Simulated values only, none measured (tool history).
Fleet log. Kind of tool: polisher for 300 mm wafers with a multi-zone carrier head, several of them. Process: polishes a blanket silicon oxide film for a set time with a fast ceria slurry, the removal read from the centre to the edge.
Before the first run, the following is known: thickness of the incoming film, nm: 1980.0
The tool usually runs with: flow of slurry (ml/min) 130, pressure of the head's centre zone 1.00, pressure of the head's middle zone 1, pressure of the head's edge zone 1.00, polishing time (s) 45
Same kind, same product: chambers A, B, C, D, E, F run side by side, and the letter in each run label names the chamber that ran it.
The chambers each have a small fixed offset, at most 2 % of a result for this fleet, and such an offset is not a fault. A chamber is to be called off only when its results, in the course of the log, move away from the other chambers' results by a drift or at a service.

| run | hour | flow of slurry (ml/min) | pressure of the head's centre zone | pressure of the head's middle zone | pressure of the head's edge zone | polishing time (s) | wafers polished on this pad | hours since the slurry nozzle was cleaned | hours since the centre zone pressure was calibrated | hours since the edge zone pressure was calibrated | film removed at the wafer's centre (Å) | film removed at mid-radius (Å) | film removed at the wafer's edge (Å) |
|---|---|---|---|---|---|---|---|---|---|---|---|---|---|
| 1E | 1.9 | 130 | 1.00 | 1 | 1.00 | 45 | 261 | 508.8 | 128.7 | 732.0 | 8277.9 | 8227.2 | 8310.9 |
|  | 4.8 | chamber C: centre zone pressure recalibrated |
| 2C | 5.0 | 130 | 1.00 | 1 | 1.00 | 45 | 186 | 912.4 | 0.3 | 570.1 | 8285.8 | 8134.7 | 8334.7 |
| 3D | 8.3 | 130 | 1.00 | 1 | 1.00 | 45 | 402 | 480.3 | 464.0 | 323.6 | 8333.7 | 8134.6 | 8076.7 |
| 4B | 11.2 | 130 | 1.00 | 1 | 1.00 | 45 | 246 | 117.4 | 361.4 | 134.7 | 8409.8 | 8142.6 | 8126.9 |
|  | 14.6 | chamber E: slurry nozzle cleaned |
| 5F | 15.3 | 130 | 1.00 | 1 | 1.00 | 45 | 710 | 189.1 | 434.3 | 868.4 | 8229.3 | 8333.9 | 8279.3 |
|  | 18.6 | chamber D: slurry nozzle cleaned |
| 6A | 19.4 | 155 | 1.08 | 1 | 1.00 | 45 | 518 | 266.0 | 138.9 | 328.3 | 9468.4 | 8494.7 | 8649.1 |
| 7E | 23.5 | 155 | 1.08 | 1 | 1.00 | 45 | 449 | 9.0 | 150.3 | 753.6 | 9319.4 | 8665.8 | 8447.9 |
| 8F | 25.6 | 155 | 1.08 | 1 | 1.00 | 45 | 799 | 199.4 | 444.6 | 878.7 | 9156.8 | 8485.4 | 8581.4 |
| 9C | 28.9 | 155 | 1.08 | 1 | 1.00 | 45 | 393 | 936.3 | 24.2 | 594.0 | 9256.5 | 8569.0 | 8477.6 |
| 10D | 32.3 | 155 | 1.08 | 1 | 1.00 | 45 | 610 | 13.7 | 488.0 | 347.6 | 9235.1 | 8550.1 | 8408.6 |
|  | 32.6 | chamber E: worn pad replaced by a new one |
|  | 32.7 | chamber C: slurry nozzle cleaned |
| 11A | 34.9 | 155 | 1.08 | 1 | 1.00 | 45 | 653 | 281.5 | 154.4 | 343.8 | 9337.4 | 8658.3 | 8553.9 |
| 12B | 37.4 | 130 | 1.00 | 1 | 1.00 | 45 | 473 | 143.6 | 387.6 | 160.9 | 8276.3 | 8280.3 | 8137.8 |
| 13C | 41.3 | 130 | 1.00 | 1 | 1.00 | 45 | 501 | 8.6 | 36.6 | 606.4 | 8186.6 | 8140.0 | 8177.7 |
| 14E | 45.2 | 130 | 1.00 | 1 | 1.00 | 45 | 109 | 30.7 | 172.0 | 775.3 | 8327.0 | 8271.6 | 8399.0 |
| 15A | 48.0 | 130 | 1.00 | 1 | 1.00 | 45 | 766 | 294.6 | 167.5 | 356.9 | 8208.7 | 8169.3 | 8377.7 |
| 16D | 50.6 | 130 | 1.00 | 1 | 1.00 | 45 | 768 | 32.0 | 506.3 | 365.9 | 8273.5 | 8270.2 | 8118.3 |
|  | 52.4 | chamber D: edge zone pressure recalibrated |
| 17B | 54.4 | 130 | 1.00 | 1 | 1.00 | 45 | 620 | 160.6 | 404.6 | 177.9 | 8357.9 | 8281.0 | 7991.5 |
| 18F | 56.3 | 130 | 1.00 | 1 | 1.00 | 45 | 1065 | 230.1 | 475.3 | 909.4 | 7951.8 | 7979.6 | 8069.3 |
| 19B | 59.6 | 130 | 1.00 | 1 | 1.00 | 45 | 665 | 165.8 | 409.8 | 183.1 | 8298.8 | 8265.3 | 8136.1 |
|  | 60.3 | chamber F: worn pad replaced by a new one |
| 20E | 63.5 | 130 | 1.00 | 1 | 0.93 | 45 | 267 | 49.0 | 190.3 | 793.6 | 8261.3 | 8256.3 | 7932.7 |
|  | 64.0 | chamber B: worn pad replaced by a new one |
| 21D | 66.2 | 130 | 1.00 | 1 | 0.93 | 45 | 903 | 47.6 | 521.9 | 13.8 | 8358.0 | 8244.8 | 7752.7 |
| 22A | 69.7 | 130 | 1.00 | 1 | 0.93 | 45 | 954 | 316.3 | 189.2 | 378.6 | 8300.9 | 8085.4 | 8033.3 |
| 23C | 73.0 | 130 | 1.00 | 1 | 0.93 | 45 | 776 | 40.3 | 68.3 | 638.1 | 8180.1 | 8082.2 | 7894.2 |
|  | 74.3 | chamber D: worn pad replaced by a new one |
|  | 76.3 | chamber C: worn pad replaced by a new one |
| 24F | 76.7 | 130 | 1.00 | 1 | 0.93 | 45 | 142 | 250.5 | 495.7 | 929.8 | 7837.8 | 7944.1 | 7680.9 |
| 25D | 78.7 | 130 | 1.00 | 1 | 0.93 | 45 | 38 | 60.1 | 534.4 | 26.3 | 8282.6 | 8106.9 | 7863.6 |
| 26E | 80.9 | 130 | 1.00 | 1 | 1.00 | 45 | 418 | 66.4 | 207.7 | 811.0 | 8178.1 | 8373.5 | 8307.0 |
|  | 84.0 | chamber A: worn pad replaced by a new one |
| 27F | 84.5 | 130 | 1.00 | 1 | 1.00 | 45 | 210 | 258.3 | 503.5 | 937.6 | 7690.7 | 7854.7 | 8061.4 |
|  | 84.7 | chamber E: edge zone pressure recalibrated |
| 28B | 86.6 | 130 | 1.00 | 1 | 1.00 | 45 | 196 | 192.8 | 436.8 | 210.1 | 8306.9 | 8192.5 | 8087.4 |
| 29A | 88.9 | 130 | 1.00 | 1 | 1.00 | 45 | 43 | 335.5 | 208.4 | 397.8 | 8229.3 | 8206.5 | 8358.9 |
| 30C | 92.6 | 130 | 1.00 | 1 | 1.00 | 45 | 141 | 59.9 | 87.9 | 657.7 | 8378.3 | 8264.4 | 8388.9 |
| 31B | 94.6 | 130 | 1.00 | 1 | 1.00 | 45 | 265 | 200.8 | 444.8 | 218.1 | 8391.2 | 8073.0 | 8016.6 |
| 32C | 97.5 | 110 | 1.00 | 1 | 1.06 | 45 | 183 | 64.8 | 92.8 | 662.6 | 7927.6 | 7783.8 | 8364.5 |
| 33D | 100.9 | 110 | 1.00 | 1 | 1.06 | 45 | 230 | 82.3 | 556.6 | 48.5 | 7892.3 | 7784.3 | 8183.7 |
|  | 102.2 | chamber E: worn pad replaced by a new one |
| 34A | 102.9 | 110 | 1.00 | 1 | 1.06 | 45 | 164 | 349.5 | 222.4 | 411.8 | 7978.1 | 7879.1 | 8420.9 |
| 35E | 105.6 | 110 | 1.00 | 1 | 1.06 | 45 | 30 | 91.1 | 232.4 | 21.0 | 7795.5 | 7966.9 | 8332.6 |
| 36F | 108.3 | 110 | 1.00 | 1 | 1.06 | 45 | 416 | 282.1 | 527.3 | 961.4 | 7020.1 | 7216.9 | 7760.7 |
| 37B | 111.2 | 110 | 1.00 | 1 | 1.06 | 45 | 409 | 217.4 | 461.4 | 234.7 | 7891.4 | 7872.5 | 8125.6 |
| 38A | 113.7 | 130 | 1.00 | 1 | 1.00 | 45 | 257 | 360.3 | 233.2 | 422.6 | 8199.4 | 8246.9 | 8253.9 |
| 39D | 117.1 | 130 | 1.00 | 1 | 1.00 | 45 | 371 | 98.5 | 572.8 | 64.7 | 8361.9 | 8149.1 | 8154.5 |
| 40C | 119.4 | 130 | 1.00 | 1 | 1.00 | 45 | 373 | 86.7 | 114.7 | 684.5 | 8105.2 | 8137.6 | 8225.2 |
| 41F | 121.7 | 130 | 1.00 | 1 | 1.00 | 45 | 532 | 295.5 | 540.7 | 974.8 | 7295.2 | 7447.4 | 7728.5 |
| 42E | 124.1 | 130 | 1.00 | 1 | 1.00 | 45 | 190 | 109.6 | 250.9 | 39.5 | 8353.4 | 8339.7 | 8342.2 |

All 6 chambers run these settings next. Forecast each chamber's results:
| 43A | 127.1 | 130 | 1.00 | 1 | 1.00 | 45 |  |  |  |  | ? | ? | ? |
| 43B | 127.1 | 130 | 1.00 | 1 | 1.00 | 45 |  |  |  |  | ? | ? | ? |
| 43C | 127.1 | 130 | 1.00 | 1 | 1.00 | 45 |  |  |  |  | ? | ? | ? |
| 43D | 127.1 | 130 | 1.00 | 1 | 1.00 | 45 |  |  |  |  | ? | ? | ? |
| 43E | 127.1 | 130 | 1.00 | 1 | 1.00 | 45 |  |  |  |  | ? | ? | ? |
| 43F | 127.1 | 130 | 1.00 | 1 | 1.00 | 45 |  |  |  |  | ? | ? | ? |

| run | film removed at the wafer's centre (Å) | film removed at mid-radius (Å) | film removed at the wafer's edge (Å) |
|---|---|---|---|
| 43A | 8372.8 | 8180.2 | 8370.3 |
| 43B | 8172.6 | 8171.5 | 8084.5 |
| 43C | 8255.3 | 8224.8 | 8274.2 |
| 43D | 8223.5 | 8122.4 | 8221.0 |
| 43E | 8292.9 | 8329.7 | 8250.8 |
| 43F | 7113.9 | 7374.2 | 7683.0 |
